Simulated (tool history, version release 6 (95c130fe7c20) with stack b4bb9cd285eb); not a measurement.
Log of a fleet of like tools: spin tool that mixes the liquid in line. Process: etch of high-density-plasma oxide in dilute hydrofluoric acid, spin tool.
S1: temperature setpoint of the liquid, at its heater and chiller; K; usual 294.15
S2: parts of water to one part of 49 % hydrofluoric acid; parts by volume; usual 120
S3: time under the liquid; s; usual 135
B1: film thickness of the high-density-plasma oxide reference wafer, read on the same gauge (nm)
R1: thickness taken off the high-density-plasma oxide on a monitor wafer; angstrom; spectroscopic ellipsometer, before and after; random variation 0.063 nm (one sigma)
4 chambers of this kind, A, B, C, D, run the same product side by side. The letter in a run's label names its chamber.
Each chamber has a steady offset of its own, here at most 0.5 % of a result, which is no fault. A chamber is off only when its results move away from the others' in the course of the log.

Run 1D, day 0.367: usual settings; B1 50.004. Result: R1 73.164 angstrom.
Run 2B, day 0.725: usual settings; B1 49.991. Result: R1 72.985 angstrom.
Run 3C, day 1.15: usual settings; B1 49.99. Result: R1 74.76 angstrom.
Run 4A, day 1.579: usual settings; B1 50.025. Result: R1 73.8 angstrom.
Run 5C, day 1.892: usual settings; B1 50.012. Result: R1 73.83 angstrom.
Run 6A, day 2.162: usual settings; B1 49.999. Result: R1 74.044 angstrom.
Run 7D, day 2.4: usual settings; B1 50.004. Result: R1 74.023 angstrom.
Run 8B, day 2.821: usual settings but S1 298.65 K; B1 49.997. Result: R1 89.337 angstrom.
Run 9B, day 3.212: usual settings but S1 298.65 K; B1 49.994. Result: R1 90.936 angstrom.
Run 10D, day 3.458: usual settings but S1 298.65 K; B1 50. Result: R1 87.621 angstrom.
Run 11C, day 3.892: usual settings but S1 298.65 K; B1 49.962. Result: R1 88.843 angstrom.
Run 12A, day 4.221: usual settings; B1 50.002. Result: R1 74.662 angstrom.
Run 13C, day 4.546: usual settings; B1 50.012. Result: R1 74.049 angstrom.
Run 14A, day 4.85: usual settings; B1 49.985. Result: R1 75.297 angstrom.
At day 5.158: chamber B: thermometer replaced.
Run 15D, day 5.333: usual settings; B1 50.003. Result: R1 75.311 angstrom.
Run 16B, day 5.658: usual settings; B1 49.998. Result: R1 78.107 angstrom.
Run 17D, day 5.883: usual settings; B1 49.963. Result: R1 74.891 angstrom.
Run 18B, day 6.354: usual settings but S1 296.65 K; B1 49.994. Result: R1 86.267 angstrom.
Run 19A, day 6.692: usual settings but S1 296.65 K; B1 49.998. Result: R1 82.262 angstrom.
Run 20C, day 7.05: usual settings but S1 296.65 K; B1 49.995. Result: R1 82.116 angstrom.
Run 21B, day 7.404: usual settings but S1 296.65 K; B1 50. Result: R1 86.314 angstrom.
At day 7.567: chamber D: hydrofluoric acid flow meter replaced.
Run 22C, day 7.838: usual settings; B1 49.988. Result: R1 73.395 angstrom.
Run 23A, day 8.188: usual settings; B1 50.006. Result: R1 74.596 angstrom.
Run 24D, day 8.55: usual settings; B1 49.984. Result: R1 74.824 angstrom.

Next, every chamber runs the same settings. What will each give?
Run 25A, day 8.908: usual settings but S1 295.65 K. Result: R1 ?.
Run 25B, day 8.908: usual settings but S1 295.65 K. Result: R1 ?.
Run 25C, day 8.908: usual settings but S1 295.65 K. Result: R1 ?.
Run 25D, day 8.908: usual settings but S1 295.65 K. Result: R1 ?.

run      R1
25A  79.969
25B  82.722
25C  78.383
25D   78.79

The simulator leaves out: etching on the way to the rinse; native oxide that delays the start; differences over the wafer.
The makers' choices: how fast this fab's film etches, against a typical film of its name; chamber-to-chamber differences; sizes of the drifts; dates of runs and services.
